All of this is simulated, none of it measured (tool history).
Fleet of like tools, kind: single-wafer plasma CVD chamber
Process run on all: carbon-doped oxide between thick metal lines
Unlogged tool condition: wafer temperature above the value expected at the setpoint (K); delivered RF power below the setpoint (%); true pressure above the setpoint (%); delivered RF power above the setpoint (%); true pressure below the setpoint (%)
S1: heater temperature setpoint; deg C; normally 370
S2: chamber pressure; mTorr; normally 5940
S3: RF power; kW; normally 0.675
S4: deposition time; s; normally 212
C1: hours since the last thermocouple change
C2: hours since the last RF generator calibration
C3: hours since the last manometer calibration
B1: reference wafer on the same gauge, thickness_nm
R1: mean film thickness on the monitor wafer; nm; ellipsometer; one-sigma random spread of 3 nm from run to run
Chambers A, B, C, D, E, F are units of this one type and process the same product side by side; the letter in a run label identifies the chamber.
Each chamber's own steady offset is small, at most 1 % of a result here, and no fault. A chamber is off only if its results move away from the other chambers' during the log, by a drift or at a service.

{"run": "1F", "hour": 3.0, "S1": 370, "S2": 5940, "S3": 0.675, "S4": 212, "C1": 597.9, "C2": 1261.4, "C3": 244.5, "B1": 1490.4, "R1": 1240.2}
{"run": "2B", "hour": 9.8, "S1": 370, "S2": 5940, "S3": 0.675, "S4": 212, "C1": 1028.2, "C2": 956.3, "C3": 2347.2, "B1": 1489.6, "R1": 1248.7}
{"run": "3D", "hour": 16.1, "S1": 370, "S2": 5940, "S3": 0.675, "S4": 212, "C1": 1129.3, "C2": 631.7, "C3": 1145.2, "B1": 1489.4, "R1": 1240.5}
{"run": "4E", "hour": 21.2, "S1": 370, "S2": 5940, "S3": 0.675, "S4": 212, "C1": 1848.4, "C2": 303.7, "C3": 2197.1, "B1": 1490.1, "R1": 1246.7}
{"run": "5A", "hour": 26.5, "S1": 370, "S2": 5940, "S3": 0.675, "S4": 212, "C1": 915.2, "C2": 1704.7, "C3": 2046.7, "B1": 1489.7, "R1": 1244.9}
{"run": "6C", "hour": 30.4, "S1": 370, "S2": 6570, "S3": 0.675, "S4": 212, "C1": 804.8, "C2": 1107.9, "C3": 56.8, "B1": 1488.6, "R1": 1277.4}
{"run": "7A", "hour": 36.5, "S1": 370, "S2": 6570, "S3": 0.675, "S4": 212, "C1": 925.2, "C2": 1714.7, "C3": 2056.7, "B1": 1490, "R1": 1257.8}
{"run": "8E", "hour": 40.1, "S1": 370, "S2": 6570, "S3": 0.675, "S4": 212, "C1": 1867.3, "C2": 322.6, "C3": 2216, "B1": 1490.6, "R1": 1260}
{"run": "9C", "hour": 44.3, "S1": 370, "S2": 6570, "S3": 0.675, "S4": 212, "C1": 818.7, "C2": 1121.8, "C3": 70.7, "B1": 1489.8, "R1": 1272.4}
{"run": "10B", "hour": 48.5, "S1": 370, "S2": 6570, "S3": 0.675, "S4": 212, "C1": 1066.9, "C2": 995, "C3": 2385.9, "B1": 1489.8, "R1": 1264.2}
{"run": "11D", "hour": 51.9, "S1": 370, "S2": 6570, "S3": 0.675, "S4": 212, "C1": 1165.1, "C2": 667.5, "C3": 1181, "B1": 1490.1, "R1": 1253.8}
{"run": "12F", "hour": 55.0, "S1": 370, "S2": 5940, "S3": 0.675, "S4": 212, "C1": 649.9, "C2": 1313.4, "C3": 296.5, "B1": 1489.7, "R1": 1249.6}
{"run": "13C", "hour": 58.3, "S1": 370, "S2": 5940, "S3": 0.675, "S4": 212, "C1": 832.7, "C2": 1135.8, "C3": 84.7, "B1": 1489.1, "R1": 1261.7}
{"run": "14A", "hour": 61.8, "S1": 370, "S2": 5940, "S3": 0.675, "S4": 212, "C1": 950.5, "C2": 1740, "C3": 2082, "B1": 1489.2, "R1": 1251.5}
{"hour": 65.3, "done": "chamber B: RF generator calibrated"}
{"run": "15F", "hour": 68.0, "S1": 370, "S2": 5940, "S3": 0.675, "S4": 212, "C1": 662.9, "C2": 1326.4, "C3": 309.5, "B1": 1490.5, "R1": 1247.2}
{"run": "16E", "hour": 74.0, "S1": 370, "S2": 5940, "S3": 0.675, "S4": 212, "C1": 1901.2, "C2": 356.5, "C3": 2249.9, "B1": 1490.6, "R1": 1242.4}
{"run": "17B", "hour": 80.5, "S1": 370, "S2": 5940, "S3": 0.675, "S4": 212, "C1": 1098.9, "C2": 15.3, "C3": 2417.9, "B1": 1489.7, "R1": 1246.1}
{"run": "18D", "hour": 83.9, "S1": 370, "S2": 5940, "S3": 0.675, "S4": 212, "C1": 1197.1, "C2": 699.5, "C3": 1213, "B1": 1490.3, "R1": 1242.3}
{"run": "19D", "hour": 89.2, "S1": 370, "S2": 5940, "S3": 0.675, "S4": 212, "C1": 1202.4, "C2": 704.8, "C3": 1218.3, "B1": 1489.6, "R1": 1241.1}
{"run": "20F", "hour": 93.0, "S1": 370, "S2": 5940, "S3": 0.675, "S4": 212, "C1": 687.9, "C2": 1351.4, "C3": 334.5, "B1": 1489.4, "R1": 1241.9}
{"run": "21B", "hour": 98.2, "S1": 370, "S2": 5110, "S3": 0.675, "S4": 183, "C1": 1116.6, "C2": 33, "C3": 2435.6, "B1": 1489.6, "R1": 1059.1}
{"hour": 98.3, "done": "chamber E: capacitance manometer re-zeroed and calibrated"}
{"run": "22A", "hour": 101.5, "S1": 370, "S2": 5110, "S3": 0.675, "S4": 183, "C1": 990.2, "C2": 1779.7, "C3": 2121.7, "B1": 1490.3, "R1": 1053.1}
{"run": "23C", "hour": 104.8, "S1": 370, "S2": 5110, "S3": 0.675, "S4": 183, "C1": 879.2, "C2": 1182.3, "C3": 131.2, "B1": 1489.9, "R1": 1070.4}
{"run": "24E", "hour": 110.1, "S1": 370, "S2": 5110, "S3": 0.675, "S4": 183, "C1": 1937.3, "C2": 392.6, "C3": 11.9, "B1": 1489.8, "R1": 1040.4}
{"run": "25B", "hour": 116.5, "S1": 370, "S2": 5110, "S3": 0.675, "S4": 183, "C1": 1134.9, "C2": 51.3, "C3": 2453.9, "B1": 1490.5, "R1": 1058.3}
{"run": "26A", "hour": 122.0, "S1": 370, "S2": 5110, "S3": 0.675, "S4": 183, "C1": 1010.7, "C2": 1800.2, "C3": 2142.2, "B1": 1490.7, "R1": 1053.8}
{"run": "27E", "hour": 125.1, "S1": 370, "S2": 5940, "S3": 0.675, "S4": 212, "C1": 1952.3, "C2": 407.6, "C3": 26.9, "B1": 1490.2, "R1": 1224.3}
{"run": "28D", "hour": 131.4, "S1": 370, "S2": 5940, "S3": 0.675, "S4": 212, "C1": 1244.6, "C2": 747, "C3": 1260.5, "B1": 1489.3, "R1": 1242.5}
{"run": "29C", "hour": 134.7, "S1": 370, "S2": 5940, "S3": 0.675, "S4": 212, "C1": 909.1, "C2": 1212.2, "C3": 161.1, "B1": 1490.3, "R1": 1258.4}
{"run": "30F", "hour": 139.1, "S1": 370, "S2": 5430, "S3": 0.675, "S4": 212, "C1": 734, "C2": 1397.5, "C3": 380.6, "B1": 1490.6, "R1": 1233.4}
{"run": "31D", "hour": 145.6, "S1": 370, "S2": 5430, "S3": 0.675, "S4": 212, "C1": 1258.8, "C2": 761.2, "C3": 1274.7, "B1": 1491.2, "R1": 1231.4}
{"run": "32A", "hour": 148.9, "S1": 370, "S2": 5430, "S3": 0.675, "S4": 212, "C1": 1037.6, "C2": 1827.1, "C3": 2169.1, "B1": 1490.4, "R1": 1230.1}
{"run": "33B", "hour": 155.1, "S1": 370, "S2": 5430, "S3": 0.675, "S4": 212, "C1": 1173.5, "C2": 89.9, "C3": 2492.5, "B1": 1489.7, "R1": 1238.2}
{"run": "34F", "hour": 158.7, "S1": 370, "S2": 5430, "S3": 0.675, "S4": 212, "C1": 753.6, "C2": 1417.1, "C3": 400.2, "B1": 1489.9, "R1": 1228.4}
{"run": "35E", "hour": 163.7, "S1": 370, "S2": 5430, "S3": 0.675, "S4": 212, "C1": 1990.9, "C2": 446.2, "C3": 65.5, "B1": 1490.2, "R1": 1210.3}
{"run": "36C", "hour": 167.7, "S1": 370, "S2": 5940, "S3": 0.675, "S4": 212, "C1": 942.1, "C2": 1245.2, "C3": 194.1, "B1": 1489.5, "R1": 1262.6}

All 6 chambers run these settings next. Forecast each chamber's results:
{"run": "37A", "hour": 172.7, "S1": 384, "S2": 5940, "S3": 0.675, "S4": 212, "R1": "?"}
{"run": "37B", "hour": 172.7, "S1": 384, "S2": 5940, "S3": 0.675, "S4": 212, "R1": "?"}
{"run": "37C", "hour": 172.7, "S1": 384, "S2": 5940, "S3": 0.675, "S4": 212, "R1": "?"}
{"run": "37D", "hour": 172.7, "S1": 384, "S2": 5940, "S3": 0.675, "S4": 212, "R1": "?"}
{"run": "37E", "hour": 172.7, "S1": 384, "S2": 5940, "S3": 0.675, "S4": 212, "R1": "?"}
{"run": "37F", "hour": 172.7, "S1": 384, "S2": 5940, "S3": 0.675, "S4": 212, "R1": "?"}

run=37A R1=1214.3
run=37B R1=1211.6
run=37C R1=1228.5
run=37D R1=1208.1
run=37E R1=1182.5
run=37F R1=1213.2

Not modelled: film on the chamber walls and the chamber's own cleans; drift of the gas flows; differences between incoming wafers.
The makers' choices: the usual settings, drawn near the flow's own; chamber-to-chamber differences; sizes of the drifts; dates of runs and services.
